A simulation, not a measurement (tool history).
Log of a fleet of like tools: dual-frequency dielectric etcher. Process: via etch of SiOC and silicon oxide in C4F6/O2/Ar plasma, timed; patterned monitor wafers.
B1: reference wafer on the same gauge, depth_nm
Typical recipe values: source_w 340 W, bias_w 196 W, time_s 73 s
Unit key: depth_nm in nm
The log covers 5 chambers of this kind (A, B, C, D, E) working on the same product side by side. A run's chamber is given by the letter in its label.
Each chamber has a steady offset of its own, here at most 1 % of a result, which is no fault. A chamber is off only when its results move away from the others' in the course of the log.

run 1D hour=6.2 | source_w=340 bias_w=196 time_s=73 | B1=82.709 | depth_nm=80.053
run 2A hour=11.1 | source_w=340 bias_w=196 time_s=73 | B1=82.714 | depth_nm=79.707
-- hour=12.2 chamber E: wet clean of the chamber
run 3B hour=18.4 | source_w=340 bias_w=196 time_s=73 | B1=82.69 | depth_nm=79.281
run 4C hour=24.9 | source_w=340 bias_w=196 time_s=73 | B1=82.634 | depth_nm=79.944
run 5E hour=31.5 | source_w=340 bias_w=171 time_s=51.5 | B1=82.649 | depth_nm=53.479
run 6E hour=39.6 | source_w=340 bias_w=171 time_s=51.5 | B1=82.593 | depth_nm=53.375
run 7A hour=43.7 | source_w=340 bias_w=171 time_s=51.5 | B1=82.567 | depth_nm=53.708
run 8C hour=52 | source_w=340 bias_w=171 time_s=51.5 | B1=82.576 | depth_nm=54.025
run 9D hour=60.2 | source_w=340 bias_w=171 time_s=51.5 | B1=82.538 | depth_nm=54.036
-- hour=62 chamber C: wet clean of the chamber
run 10B hour=64.7 | source_w=340 bias_w=196 time_s=73 | B1=82.546 | depth_nm=79.302
run 11D hour=72.7 | source_w=340 bias_w=196 time_s=73 | B1=82.522 | depth_nm=80.061
run 12E hour=80.6 | source_w=340 bias_w=196 time_s=52 | B1=82.51 | depth_nm=56.267
run 13B hour=86.5 | source_w=340 bias_w=196 time_s=52 | B1=82.52 | depth_nm=56.337
run 14C hour=90.4 | source_w=340 bias_w=196 time_s=52 | B1=82.477 | depth_nm=57.062
run 15A hour=98.2 | source_w=340 bias_w=196 time_s=52 | B1=82.498 | depth_nm=56.841
run 16C hour=101.9 | source_w=340 bias_w=196 time_s=52 | B1=82.481 | depth_nm=56.96
run 17D hour=109.4 | source_w=340 bias_w=168 time_s=64 | B1=82.47 | depth_nm=66.593
run 18A hour=113.3 | source_w=340 bias_w=168 time_s=64 | B1=82.394 | depth_nm=66.393
run 19B hour=118.8 | source_w=340 bias_w=168 time_s=64 | B1=82.451 | depth_nm=65.929
run 20E hour=124.1 | source_w=340 bias_w=168 time_s=64 | B1=82.402 | depth_nm=65.949
run 21B hour=128.8 | source_w=340 bias_w=168 time_s=64 | B1=82.421 | depth_nm=65.73
run 22E hour=134 | source_w=340 bias_w=226 time_s=73 | B1=82.381 | depth_nm=82.889
run 23D hour=140.2 | source_w=340 bias_w=226 time_s=73 | B1=82.374 | depth_nm=83.622
run 24C hour=147.8 | source_w=340 bias_w=226 time_s=73 | B1=82.361 | depth_nm=83.987
run 25A hour=155.5 | source_w=340 bias_w=226 time_s=73 | B1=82.355 | depth_nm=83.783
run 26A hour=159.6 | source_w=340 bias_w=226 time_s=73 | B1=82.355 | depth_nm=83.47
run 27B hour=165.8 | source_w=340 bias_w=196 time_s=73 | B1=82.299 | depth_nm=78.937
-- hour=168.2 chamber D: wet clean of the chamber
run 28E hour=170.2 | source_w=340 bias_w=196 time_s=73 | B1=82.298 | depth_nm=78.573
run 29D hour=176.1 | source_w=340 bias_w=196 time_s=73 | B1=82.327 | depth_nm=79.719
run 30C hour=180.9 | source_w=340 bias_w=196 time_s=83 | B1=82.308 | depth_nm=90.686
run 31B hour=184.8 | source_w=340 bias_w=196 time_s=83 | B1=82.301 | depth_nm=89.592
run 32D hour=190 | source_w=340 bias_w=196 time_s=83 | B1=82.254 | depth_nm=90.612
run 33A hour=193.9 | source_w=340 bias_w=196 time_s=83 | B1=82.246 | depth_nm=90.351
run 34E hour=200.5 | source_w=340 bias_w=196 time_s=83 | B1=82.242 | depth_nm=89.822
run 35C hour=207.8 | source_w=340 bias_w=196 time_s=73 | B1=82.266 | depth_nm=79.647
run 36A hour=213.1 | source_w=340 bias_w=196 time_s=73 | B1=82.209 | depth_nm=79.384
run 37E hour=218.7 | source_w=340 bias_w=196 time_s=73 | B1=82.199 | depth_nm=78.681
run 38B hour=223.1 | source_w=340 bias_w=196 time_s=73 | B1=82.201 | depth_nm=78.851
run 39D hour=228.5 | source_w=340 bias_w=196 time_s=73 | B1=82.166 | depth_nm=79.525
run 40C hour=232.6 | source_w=300 bias_w=169 time_s=73 | B1=82.152 | depth_nm=72.461

For the next run the whole fleet of 5 chambers uses the same settings. Give each chamber's results:
run 41A hour=238.7 | source_w=340 bias_w=196 time_s=73 | depth_nm=?
run 41B hour=238.7 | source_w=340 bias_w=196 time_s=73 | depth_nm=?
run 41C hour=238.7 | source_w=340 bias_w=196 time_s=73 | depth_nm=?
run 41D hour=238.7 | source_w=340 bias_w=196 time_s=73 | depth_nm=?
run 41E hour=238.7 | source_w=340 bias_w=196 time_s=73 | depth_nm=?

run=41A depth_nm=79.281
run=41B depth_nm=78.947
run=41C depth_nm=79.868
run=41D depth_nm=79.577
run=41E depth_nm=78.703

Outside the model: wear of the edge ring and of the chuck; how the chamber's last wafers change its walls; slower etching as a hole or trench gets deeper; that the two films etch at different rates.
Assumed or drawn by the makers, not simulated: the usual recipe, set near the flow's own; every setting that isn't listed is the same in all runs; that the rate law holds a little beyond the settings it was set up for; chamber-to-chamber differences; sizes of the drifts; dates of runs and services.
